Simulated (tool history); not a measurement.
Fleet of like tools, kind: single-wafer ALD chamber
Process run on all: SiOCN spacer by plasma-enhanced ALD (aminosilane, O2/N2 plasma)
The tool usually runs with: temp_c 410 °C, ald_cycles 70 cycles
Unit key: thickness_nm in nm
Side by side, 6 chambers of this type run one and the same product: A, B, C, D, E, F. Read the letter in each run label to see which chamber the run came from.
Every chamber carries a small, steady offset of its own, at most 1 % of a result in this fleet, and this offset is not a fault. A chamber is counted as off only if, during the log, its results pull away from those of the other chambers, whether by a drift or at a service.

| run | day | temp_c | ald_cycles | hours since the last thermocouple change | read-back reference wafer on the same gauge, thickness_nm | thickness_nm |
|---|---|---|---|---|---|---|
| 1F | 0.417 | 410 | 70 | 331.5 | 4.5912 | 4.0966 |
| 2B | 0.792 | 410 | 70 | 635.5 | 4.5921 | 4.0752 |
| 3E | 1.196 | 410 | 70 | 1246.5 | 4.5928 | 4.1097 |
| 4A | 1.588 | 410 | 70 | 1033.5 | 4.5928 | 4.0977 |
| 5C | 1.804 | 410 | 70 | 633.9 | 4.5933 | 4.1088 |
| 6D | 2.15 | 410 | 70 | 170.2 | 4.5933 | 4.1229 |
| 7D | 2.475 | 420 | 70 | 178 | 4.5948 | 4.0012 |
| 8E | 2.917 | 420 | 70 | 1287.8 | 4.5952 | 3.9777 |
| 9B | 3.242 | 420 | 70 | 694.3 | 4.5961 | 3.9554 |
| 10F | 3.458 | 420 | 70 | 404.5 | 4.5962 | 3.9526 |
| 11C | 3.742 | 420 | 70 | 680.4 | 4.5957 | 3.981 |
| 12A | 4.05 | 420 | 70 | 1092.6 | 4.5966 | 3.9737 |
| 13E | 4.35 | 410 | 70 | 1322.2 | 4.5967 | 4.1058 |
| 14A | 4.758 | 401 | 56 | 1109.6 | 4.598 | 3.3767 |
| 15C | 5.083 | 401 | 56 | 712.6 | 4.598 | 3.3799 |
| 16B | 5.512 | 401 | 56 | 748.8 | 4.5999 | 3.3504 |
| 17D | 5.779 | 401 | 56 | 257.3 | 4.5998 | 3.398 |
| 18F | 6.021 | 401 | 56 | 466 | 4.5994 | 3.3711 |
| 19D | 6.412 | 401 | 56 | 272.5 | 4.6003 | 3.401 |
| 20C | 6.675 | 416 | 70 | 750.8 | 4.6013 | 4.0345 |
| 21B | 7.125 | 416 | 70 | 787.5 | 4.6016 | 3.9992 |
| 22F | 7.412 | 416 | 70 | 499.4 | 4.6009 | 4.0212 |
| 23A | 7.808 | 416 | 70 | 1182.8 | 4.601 | 4.0329 |
| 24E | 8.167 | 416 | 70 | 1413.8 | 4.6024 | 4.0443 |
| 25E | 8.567 | 416 | 70 | 1423.4 | 4.6028 | 4.0301 |
| 26B | 9.004 | 416 | 64 | 832.6 | 4.6025 | 3.6595 |
| 27F | 9.442 | 416 | 64 | 548.1 | 4.605 | 3.6799 |
| 28A | 9.817 | 416 | 64 | 1231 | 4.6057 | 3.6881 |
| 29C | 10.017 | 416 | 64 | 831 | 4.6062 | 3.6928 |
| 30D | 10.288 | 416 | 64 | 365.5 | 4.6073 | 3.7096 |
| 31D | 10.617 | 416 | 64 | 373.4 | 4.6063 | 3.7141 |
| 32A | 10.862 | 410 | 70 | 1256.1 | 4.6075 | 4.1162 |
| 33C | 11.308 | 410 | 70 | 862 | 4.6085 | 4.1167 |
| 34E | 11.567 | 410 | 70 | 1495.4 | 4.6093 | 4.1181 |
| 35F | 11.942 | 410 | 70 | 608.1 | 4.61 | 4.104 |
| 36B | 12.221 | 410 | 70 | 909.8 | 4.6083 | 4.0832 |
| 37F | 12.55 | 410 | 70 | 622.7 | 4.6106 | 4.0969 |
| 38D | 12.988 | 410 | 70 | 430.3 | 4.6096 | 4.1463 |
| 39C | 13.279 | 410 | 70 | 909.3 | 4.6114 | 4.1211 |

Next, every chamber runs the same settings. What will each give?
| 40A | 13.608 | 410 | 70 |  |  | ? |
| 40B | 13.608 | 410 | 70 |  |  | ? |
| 40C | 13.608 | 410 | 70 |  |  | ? |
| 40D | 13.608 | 410 | 70 |  |  | ? |
| 40E | 13.608 | 410 | 70 |  |  | ? |
| 40F | 13.608 | 410 | 70 |  |  | ? |

| run | thickness_nm |
|---|---|
| 40A | 4.1121 |
| 40B | 4.0876 |
| 40C | 4.12 |
| 40D | 4.1428 |
| 40E | 4.1271 |
| 40F | 4.1161 |
